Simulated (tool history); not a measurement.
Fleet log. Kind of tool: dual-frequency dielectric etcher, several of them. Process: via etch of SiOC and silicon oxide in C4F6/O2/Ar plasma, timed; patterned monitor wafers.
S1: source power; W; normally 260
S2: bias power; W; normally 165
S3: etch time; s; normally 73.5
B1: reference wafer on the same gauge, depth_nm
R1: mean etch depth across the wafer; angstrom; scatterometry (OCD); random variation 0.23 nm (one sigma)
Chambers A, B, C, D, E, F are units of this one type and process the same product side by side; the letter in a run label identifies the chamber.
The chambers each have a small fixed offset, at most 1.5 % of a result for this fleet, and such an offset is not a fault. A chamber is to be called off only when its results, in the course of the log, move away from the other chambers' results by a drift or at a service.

run 1E hour=9.3 | S1=260 S2=165 S3=73.5 | B1=71.014 | R1=682.28
run 2C hour=13.7 | S1=260 S2=165 S3=73.5 | B1=70.993 | R1=685.88
run 3F hour=19.5 | S1=260 S2=165 S3=73.5 | B1=70.954 | R1=679.69
run 4D hour=25.9 | S1=260 S2=165 S3=73.5 | B1=70.989 | R1=682.98
run 5B hour=30.5 | S1=230 S2=191 S3=73.5 | B1=71.051 | R1=682.73
-- hour=34.4 chamber C: wet clean of the chamber
run 6A hour=37.3 | S1=230 S2=191 S3=73.5 | B1=71.027 | R1=676.21
run 7A hour=45.3 | S1=230 S2=191 S3=73.5 | B1=70.932 | R1=670.25
run 8C hour=54.2 | S1=230 S2=191 S3=73.5 | B1=71.022 | R1=689.37
run 9E hour=58.6 | S1=230 S2=191 S3=73.5 | B1=70.998 | R1=687.77
run 10D hour=62.9 | S1=230 S2=191 S3=73.5 | B1=71.030 | R1=689.30
run 11F hour=72.1 | S1=260 S2=165 S3=73.5 | B1=71.003 | R1=681.53
run 12B hour=76.4 | S1=260 S2=165 S3=73.5 | B1=71.004 | R1=682.96
run 13B hour=84.8 | S1=260 S2=165 S3=73.5 | B1=70.975 | R1=686.48
-- hour=87.6 chamber E: wet clean of the chamber
run 14E hour=90.1 | S1=260 S2=165 S3=73.5 | B1=70.947 | R1=683.51
run 15A hour=99.9 | S1=260 S2=165 S3=73.5 | B1=70.971 | R1=668.04
run 16C hour=109.6 | S1=260 S2=148 S3=73.5 | B1=70.968 | R1=660.43
run 17D hour=115.1 | S1=260 S2=148 S3=73.5 | B1=70.974 | R1=661.68
-- hour=115.7 chamber A: wet clean of the chamber
run 18F hour=122.1 | S1=260 S2=148 S3=73.5 | B1=70.991 | R1=661.19
run 19E hour=127.1 | S1=260 S2=148 S3=73.5 | B1=70.999 | R1=662.32
run 20A hour=133.7 | S1=260 S2=148 S3=73.5 | B1=71.075 | R1=632.56
run 21F hour=143.3 | S1=260 S2=148 S3=73.5 | B1=70.995 | R1=654.81
-- hour=149.8 chamber B: wet clean of the chamber
run 22D hour=150.6 | S1=260 S2=165 S3=73.5 | B1=71.034 | R1=683.74
run 23C hour=158.3 | S1=260 S2=129 S3=73.5 | B1=70.981 | R1=632.70
-- hour=158.6 chamber F: wet clean of the chamber
run 24B hour=164.3 | S1=260 S2=129 S3=73.5 | B1=71.003 | R1=633.65
run 25A hour=169.2 | S1=260 S2=129 S3=73.5 | B1=70.967 | R1=604.18
run 26D hour=176.3 | S1=260 S2=129 S3=73.5 | B1=71.009 | R1=636.69
run 27E hour=181.0 | S1=260 S2=129 S3=73.5 | B1=71.030 | R1=633.25
run 28B hour=189.3 | S1=260 S2=129 S3=73.5 | B1=70.954 | R1=626.00
run 29C hour=195.1 | S1=300 S2=165 S3=73.5 | B1=70.989 | R1=725.70
run 30F hour=201.3 | S1=300 S2=165 S3=73.5 | B1=70.967 | R1=717.42
run 31A hour=205.9 | S1=300 S2=165 S3=73.5 | B1=71.037 | R1=694.18
-- hour=211.2 chamber F: source power generator calibrated
run 32C hour=215.4 | S1=300 S2=165 S3=73.5 | B1=71.032 | R1=725.27
run 33F hour=224.8 | S1=300 S2=165 S3=73.5 | B1=70.999 | R1=721.92
run 34D hour=232.7 | S1=300 S2=165 S3=73.5 | B1=70.992 | R1=726.26
run 35E hour=241.0 | S1=280 S2=165 S3=64.0 | B1=71.045 | R1=614.41
run 36B hour=247.9 | S1=280 S2=165 S3=64.0 | B1=70.983 | R1=609.29
run 37A hour=254.1 | S1=280 S2=165 S3=64.0 | B1=70.979 | R1=588.74
run 38C hour=259.9 | S1=280 S2=165 S3=64.0 | B1=71.019 | R1=611.10
run 39F hour=267.8 | S1=280 S2=165 S3=64.0 | B1=71.077 | R1=606.43
run 40B hour=272.7 | S1=280 S2=165 S3=64.0 | B1=70.944 | R1=610.21
run 41D hour=278.8 | S1=260 S2=165 S3=73.5 | B1=70.985 | R1=683.09

For the next run the whole fleet of 6 chambers uses the same settings. Give each chamber's results:
run 42A hour=285.9 | S1=260 S2=165 S3=73.5 | R1=?
run 42B hour=285.9 | S1=260 S2=165 S3=73.5 | R1=?
run 42C hour=285.9 | S1=260 S2=165 S3=73.5 | R1=?
run 42D hour=285.9 | S1=260 S2=165 S3=73.5 | R1=?
run 42E hour=285.9 | S1=260 S2=165 S3=73.5 | R1=?
run 42F hour=285.9 | S1=260 S2=165 S3=73.5 | R1=?

run=42A R1=657.34
run=42B R1=678.68
run=42C R1=686.50
run=42D R1=687.20
run=42E R1=686.61
run=42F R1=684.59
